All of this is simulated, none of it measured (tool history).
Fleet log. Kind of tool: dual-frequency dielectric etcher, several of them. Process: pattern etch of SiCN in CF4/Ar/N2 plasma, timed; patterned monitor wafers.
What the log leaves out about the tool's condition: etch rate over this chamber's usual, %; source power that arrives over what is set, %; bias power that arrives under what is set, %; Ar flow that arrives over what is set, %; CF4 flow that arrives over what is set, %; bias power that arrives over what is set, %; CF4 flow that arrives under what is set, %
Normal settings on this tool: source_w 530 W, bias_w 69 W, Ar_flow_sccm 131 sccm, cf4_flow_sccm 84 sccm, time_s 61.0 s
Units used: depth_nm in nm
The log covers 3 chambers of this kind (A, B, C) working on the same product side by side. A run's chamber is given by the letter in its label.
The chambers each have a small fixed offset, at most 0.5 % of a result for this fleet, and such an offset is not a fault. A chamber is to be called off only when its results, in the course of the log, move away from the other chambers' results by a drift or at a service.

run     day  source_w  bias_w  Ar_flow_sccm  cf4_flow_sccm  time_s  hours since the last wet clean  hours since the last source power generator calibration  hours since the last bias power generator calibration  hours since the last Ar flow controller change  hours since the last CF4 flow controller change  read-back reference wafer on the same gauge, depth_nm  depth_nm
 1A   0.433       530      69           131             84    61.0                           254.2                                                   1646.3                                                  519.5                                          1853.9                                           1453.2                                                 51.174    58.810
 2C   0.825       530      69           131             84    61.0                           381.7                                                   1172.6                                                 1988.7                                          1201.5                                           3242.0                                                 51.180    58.821
 3B   1.096       530      69           131             84    61.0                           336.0                                                   1258.4                                                 2433.9                                           973.4                                           4336.8                                                 51.185    59.006
 4B   1.462       530      69           131             84    61.0                           344.8                                                   1267.2                                                 2442.7                                           982.2                                           4345.6                                                 51.183    59.111
 5C   1.896       530      69           131             84    61.0                           407.4                                                   1198.3                                                 2014.4                                          1227.2                                           3267.7                                                 51.156    58.778
 6A   2.217       530      69           131             84    61.0                           297.0                                                   1689.1                                                  562.3                                          1896.7                                           1496.0                                                 51.148    58.869
 7B   2.450       530      69           131             84    61.0                           368.5                                                   1290.9                                                 2466.4                                          1005.9                                           4369.3                                                 51.146    59.065
 8A   2.871       530      69           131             70    77.0                           312.7                                                   1704.8                                                  578.0                                          1912.4                                           1511.7                                                 51.133    72.027
 9C   3.142       530      69           131             70    77.0                           437.3                                                   1228.2                                                 2044.3                                          1257.1                                           3297.6                                                 51.126    71.895
10C   3.354       530      69           131             70    77.0                           442.4                                                   1233.3                                                 2049.4                                          1262.2                                           3302.7                                                 51.137    71.909
11A   3.646       530      79           131             84    78.5                           331.3                                                   1723.4                                                  596.6                                          1931.0                                           1530.3                                                 51.117    79.139
12B   3.988       530      79           131             84    78.5                           405.4                                                   1327.8                                                 2503.3                                          1042.8                                           4406.2                                                 51.125    79.573
      4.029  -- chamber A: wet clean of the chamber
13C   4.371       530      79           131             84    78.5                           466.8                                                   1257.7                                                 2073.8                                          1286.6                                           3327.1                                                 51.112    79.047
14A   4.721       530      69           131             84    61.0                            16.6                                                   1749.2                                                  622.4                                          1956.8                                           1556.1                                                 51.094    58.777
15B   5.129       530      69           131             84    61.0                           432.8                                                   1355.2                                                 2530.7                                          1070.2                                           4433.6                                                 51.076    59.029
16A   5.462       530      69           131             84    61.0                            34.4                                                   1767.0                                                  640.2                                          1974.6                                           1573.9                                                 51.084    58.770
17C   5.812       530      69           131            103    61.0                           501.4                                                   1292.3                                                 2108.4                                          1321.2                                           3361.7                                                 51.090    60.533
18B   6.088       530      69           131            103    61.0                           455.8                                                   1378.2                                                 2553.7                                          1093.2                                           4456.6                                                 51.063    60.736
19C   6.542       530      69           131            103    61.0                           518.9                                                   1309.8                                                 2125.9                                          1338.7                                           3379.2                                                 51.058    60.445
20B   6.967       530      69           131             84    61.0                           476.9                                                   1399.3                                                 2574.8                                          1114.3                                           4477.7                                                 51.038    59.027
21A   7.250       530      69           131             84    61.0                            77.3                                                   1809.9                                                  683.1                                          2017.5                                           1616.8                                                 51.041    58.677
22A   7.708       530      69           131             84    61.0                            88.3                                                   1820.9                                                  694.1                                          2028.5                                           1627.8                                                 51.036    58.619
23C   7.954       530      69           131             84    61.0                           552.8                                                   1343.7                                                 2159.8                                          1372.6                                           3413.1                                                 51.034    58.566
24B   8.233       530      69           131             84    61.0                           507.3                                                   1429.7                                                 2605.2                                          1144.7                                           4508.1                                                 51.018    58.932
25B   8.454       630      69           131             84    68.0                           512.6                                                   1435.0                                                 2610.5                                          1150.0                                           4513.4                                                 51.022    76.295
26A   8.662       630      69           131             84    68.0                           111.2                                                   1843.8                                                  717.0                                          2051.4                                           1650.7                                                 51.005    76.095
27C   9.008       630      69           131             84    68.0                           578.1                                                   1369.0                                                 2185.1                                          1397.9                                           3438.4                                                 50.999    76.321
      9.025  -- chamber C: wet clean of the chamber
28B   9.254       530      69           131             84    61.0                           531.8                                                   1454.2                                                 2629.7                                          1169.2                                           4532.6                                                 50.995    58.940
29C   9.617       530      69           131             84    61.0                            14.2                                                   1383.6                                                 2199.7                                          1412.5                                           3453.0                                                 50.987    58.513
30A   9.871       530      69           131             84    61.0                           140.2                                                   1872.8                                                  746.0                                          2080.4                                           1679.7                                                 50.978    58.548
31C  10.150       530      69           131             84    61.0                            27.0                                                   1396.4                                                 2212.5                                          1425.3                                           3465.8                                                 50.980    58.688

Which is it: a chamber that has drifted or been left off by a service, a gauge drift common to all chambers, or only each chamber's usual small offset? If a chamber is off, name it and its likeliest cause.

No chamber is off; the gauge reading every chamber's wafers drifts, which makes the whole fleet appear to move together.
Likeliest cause: gauge reads low (%) = 0.442.
